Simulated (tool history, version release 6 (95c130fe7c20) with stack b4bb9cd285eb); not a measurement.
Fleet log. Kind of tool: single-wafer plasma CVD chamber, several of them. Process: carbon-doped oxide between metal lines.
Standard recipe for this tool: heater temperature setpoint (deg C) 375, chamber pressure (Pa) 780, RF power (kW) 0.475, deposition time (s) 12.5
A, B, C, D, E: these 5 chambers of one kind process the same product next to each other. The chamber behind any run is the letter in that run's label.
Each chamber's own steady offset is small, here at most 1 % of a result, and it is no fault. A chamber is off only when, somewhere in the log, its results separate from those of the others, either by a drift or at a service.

run   hour  heater temperature setpoint (deg C)  chamber pressure (Pa)  RF power (kW)  deposition time (s)  hours since the last thermocouple change  hours since the last RF generator calibration  hours since the last manometer calibration  read-back reference wafer on the same gauge, thickness_nm  mean film thickness on the monitor wafer (Å)
 1C    7.0                                  375                    780          0.475                 12.5                                    2198.8                                         2346.2                                       864.2                                                     55.599                                        602.08
 2E   11.9                                  375                    780          0.475                 12.5                                     924.1                                          521.6                                       844.4                                                     55.617                                        600.83
 3B   16.1                                  375                    780          0.475                 12.5                                      40.2                                         1385.5                                      1085.6                                                     55.630                                        595.49
      18.6  -- chamber E: thermocouple changed; heater temperature recalibrated
 4A   23.7                                  375                    780          0.475                 12.5                                     537.5                                         1455.2                                       889.9                                                     55.643                                        598.70
 5D   30.3                                  375                    780          0.475                 12.5                                     551.6                                         1674.3                                      1485.4                                                     55.633                                        597.55
 6D   39.4                                  387                    780          0.475                 10.9                                     560.7                                         1683.4                                      1494.5                                                     55.648                                        510.19
 7E   45.8                                  387                    780          0.475                 10.9                                      27.3                                          555.5                                       878.3                                                     55.659                                        513.12
 8A   50.6                                  387                    780          0.475                 10.9                                     564.4                                         1482.1                                       916.8                                                     55.662                                        509.89
      56.6  -- chamber C: RF generator calibrated
 9B   58.3                                  387                    780          0.475                 10.9                                      82.4                                         1427.7                                      1127.8                                                     55.660                                        508.45
10C   66.3                                  387                    780          0.475                 10.9                                    2258.1                                            9.8                                       923.5                                                     55.673                                        514.92
      72.0  -- chamber D: RF generator calibrated
11E   75.0                                  375                    780          0.475                 12.5                                      56.5                                          584.7                                       907.5                                                     55.675                                        603.42
      78.4  -- chamber A: capacitance manometer re-zeroed and calibrated
12A   81.4                                  375                    780          0.475                 12.5                                     595.2                                         1512.9                                         3.1                                                     55.682                                        598.21
13C   89.4                                  375                    780          0.475                 12.5                                    2281.2                                           32.9                                       946.6                                                     55.712                                        604.28
14D   98.6                                  375                    780          0.475                 12.5                                     619.9                                           26.6                                      1553.7                                                     55.710                                        599.19
15B  104.4                                  375                    780          0.475                 12.5                                     128.5                                         1473.8                                      1173.9                                                     55.703                                        596.39
16E  112.2                                  389                    780          0.475                 12.5                                      93.7                                          621.9                                       944.7                                                     55.718                                        584.30
17C  118.8                                  389                    780          0.475                 12.5                                    2310.6                                           62.3                                       976.0                                                     55.731                                        586.50
18A  126.9                                  389                    780          0.475                 12.5                                     640.7                                         1558.4                                        48.6                                                     55.743                                        580.81
19B  131.6                                  389                    780          0.475                 12.5                                     155.7                                         1501.0                                      1201.1                                                     55.746                                        580.59
20D  136.1                                  389                    780          0.475                 12.5                                     657.4                                           64.1                                      1591.2                                                     55.723                                        584.09
21A  143.1                                  375                    780          0.475                 12.5                                     656.9                                         1574.6                                        64.8                                                     55.743                                        600.11
22C  151.6                                  375                    780          0.475                 12.5                                    2343.4                                           95.1                                      1008.8                                                     55.750                                        604.10
23B  156.4                                  375                    780          0.475                 12.5                                     180.5                                         1525.8                                      1225.9                                                     55.785                                        597.31
24E  163.2                                  375                    780          0.475                 12.5                                     144.7                                          672.9                                       995.7                                                     55.770                                        601.42
     163.6  -- chamber A: RF generator calibrated
25D  172.5                                  375                    780          0.475                 12.5                                     693.8                                          100.5                                      1627.6                                                     55.763                                        599.76
26E  179.3                                  375                    780          0.475                 12.5                                     160.8                                          689.0                                      1011.8                                                     55.796                                        603.77
27D  187.7                                  375                    780          0.475                 12.5                                     709.0                                          115.7                                      1642.8                                                     55.778                                        600.45
     188.3  -- chamber C: thermocouple changed; heater temperature recalibrated
28B  192.7                                  375                    780          0.405                 11.5                                     216.8                                         1562.1                                      1262.2                                                     55.786                                        491.98
29A  202.1                                  375                    780          0.405                 11.5                                     715.9                                           38.6                                       123.8                                                     55.807                                        492.84
30C  211.4                                  375                    780          0.405                 11.5                                      23.1                                          154.9                                      1068.6                                                     55.805                                        497.72
31A  217.6                                  375                    780          0.405                 11.5                                     731.4                                           54.1                                       139.3                                                     55.825                                        493.41
32D  224.3                                  375                    780          0.405                 11.5                                     745.6                                          152.3                                      1679.4                                                     55.821                                        492.96
33B  231.4                                  375                    780          0.475                 12.5                                     255.5                                         1600.8                                      1300.9                                                     55.841                                        598.14
34C  235.7                                  375                    780          0.475                 12.5                                      47.4                                          179.2                                      1092.9                                                     55.842                                        604.82
35E  244.3                                  375                    887          0.475                 12.5                                     225.8                                          754.0                                      1076.8                                                     55.855                                        610.34
36E  254.0                                  375                    887          0.475                 12.5                                     235.5                                          763.7                                      1086.5                                                     55.854                                        610.61
37B  260.3                                  375                    887          0.475                 12.5                                     284.4                                         1629.7                                      1329.8                                                     55.892                                        606.38
38C  264.8                                  375                    887          0.475                 12.5                                      76.5                                          208.3                                      1122.0                                                     55.873                                        613.26
39D  274.5                                  375                    887          0.475                 12.5                                     795.8                                          202.5                                      1729.6                                                     55.893                                        608.28
40A  281.9                                  375                    780          0.475                 12.5                                     795.7                                          118.4                                       203.6                                                     55.873                                        601.21
41E  286.9                                  375                    780          0.475                 12.5                                     268.4                                          796.6                                      1119.4                                                     55.888                                        603.47
42A  291.8                                  375                    780          0.475                 12.5                                     805.6                                          128.3                                       213.5                                                     55.911                                        602.36

Predict what each chamber gives when all 5 of them run the settings below next.
43A  298.8                                  375                    619          0.475                 12.5                                                                                                                                                                                                                                             ?
43B  298.8                                  375                    619          0.475                 12.5                                                                                                                                                                                                                                             ?
43C  298.8                                  375                    619          0.475                 12.5                                                                                                                                                                                                                                             ?
43D  298.8                                  375                    619          0.475                 12.5                                                                                                                                                                                                                                             ?
43E  298.8                                  375                    619          0.475                 12.5                                                                                                                                                                                                                                             ?

run  mean film thickness on the monitor wafer (Å)
43A                                        582.61
43B                                        580.35
43C                                        587.62
43D                                        582.61
43E                                        585.28
